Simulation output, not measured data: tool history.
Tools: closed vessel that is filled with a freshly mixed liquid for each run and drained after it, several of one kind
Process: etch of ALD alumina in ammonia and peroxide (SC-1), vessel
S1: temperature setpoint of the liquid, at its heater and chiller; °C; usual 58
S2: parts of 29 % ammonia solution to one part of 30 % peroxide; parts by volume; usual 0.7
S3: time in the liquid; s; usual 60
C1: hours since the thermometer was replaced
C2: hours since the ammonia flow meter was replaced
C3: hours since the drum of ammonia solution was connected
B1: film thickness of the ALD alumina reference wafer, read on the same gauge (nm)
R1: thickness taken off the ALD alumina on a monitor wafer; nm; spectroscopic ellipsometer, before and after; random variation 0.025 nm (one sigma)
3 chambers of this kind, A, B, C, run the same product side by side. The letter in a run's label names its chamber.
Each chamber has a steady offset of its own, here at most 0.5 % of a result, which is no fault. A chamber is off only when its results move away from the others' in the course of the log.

run,hour,S1,S2,S3,C1,C2,C3,B1,R1
1C,4,58,0.7,60,249.7,1639.2,126.5,149.99,5.211
# hour 8.8: chamber B: ammonia flow meter replaced
2B,9.6,58,0.7,60,886.1,0.9,331.6,149.99,5.2131
3A,17.4,58,0.7,60,922.9,1783.2,257.9,150,5.2325
4C,23.5,58,0.7,60,269.2,1658.7,146,149.99,5.2361
5A,30.9,58,0.7,60,936.4,1796.7,271.4,150.01,5.2343
6B,37.2,58,0.7,60,913.7,28.5,359.2,150.01,5.2306
7B,43.6,58,0.7,60,920.1,34.9,365.6,150.01,5.2315
8C,51.2,58,0.95,60,296.9,1686.4,173.7,150,5.4039
9A,57.2,58,0.95,60,962.7,1823,297.7,150.01,5.3209
10B,61.3,58,0.95,60,937.8,52.6,383.3,150.01,5.3891
11A,67,58,0.85,40,972.5,1832.8,307.5,150,3.5194
12C,74.6,58,0.85,40,320.3,1709.8,197.1,149.99,3.5644
13B,81,58,0.85,40,957.5,72.3,403,150,3.5752
14A,84.8,58,0.7,60,990.3,1850.6,325.3,150,5.139
15C,89.5,62,0.55,60,335.2,1724.7,212,149.97,6.3271
16B,96.4,62,0.55,60,972.9,87.7,418.4,149.99,6.2392
17C,101.4,62,0.55,60,347.1,1736.6,223.9,150.01,6.2576
18A,105.9,58,0.7,60,1011.4,1871.7,346.4,150,5.1139
19B,112.9,58,0.7,60,989.4,104.2,434.9,149.98,5.212
20C,119.2,58,0.7,60,364.9,1754.4,241.7,150,5.211
21A,125.1,58,0.7,60,1030.6,1890.9,365.6,150.01,5.0339
22B,132.5,58,0.7,60,1009,123.8,454.5,149.99,5.2516
23A,140.7,58,0.7,60,1046.2,1906.5,381.2,149.99,5.0369
24C,146.7,58,0.7,60,392.4,1781.9,269.2,149.98,5.2334
25B,151.7,58,0.7,60,1028.2,143,473.7,149.99,5.2086
26C,157,58,0.7,60,402.7,1792.2,279.5,150.01,5.2667
27A,165,58,0.7,60,1070.5,1930.8,405.5,150.01,5.0263

Next, every chamber runs the same settings. What will each give?
28A,171.1,58,0.7,85,,,,,?
28B,171.1,58,0.7,85,,,,,?
28C,171.1,58,0.7,85,,,,,?

run,R1
28A,7.1155
28B,7.3488
28C,7.3534
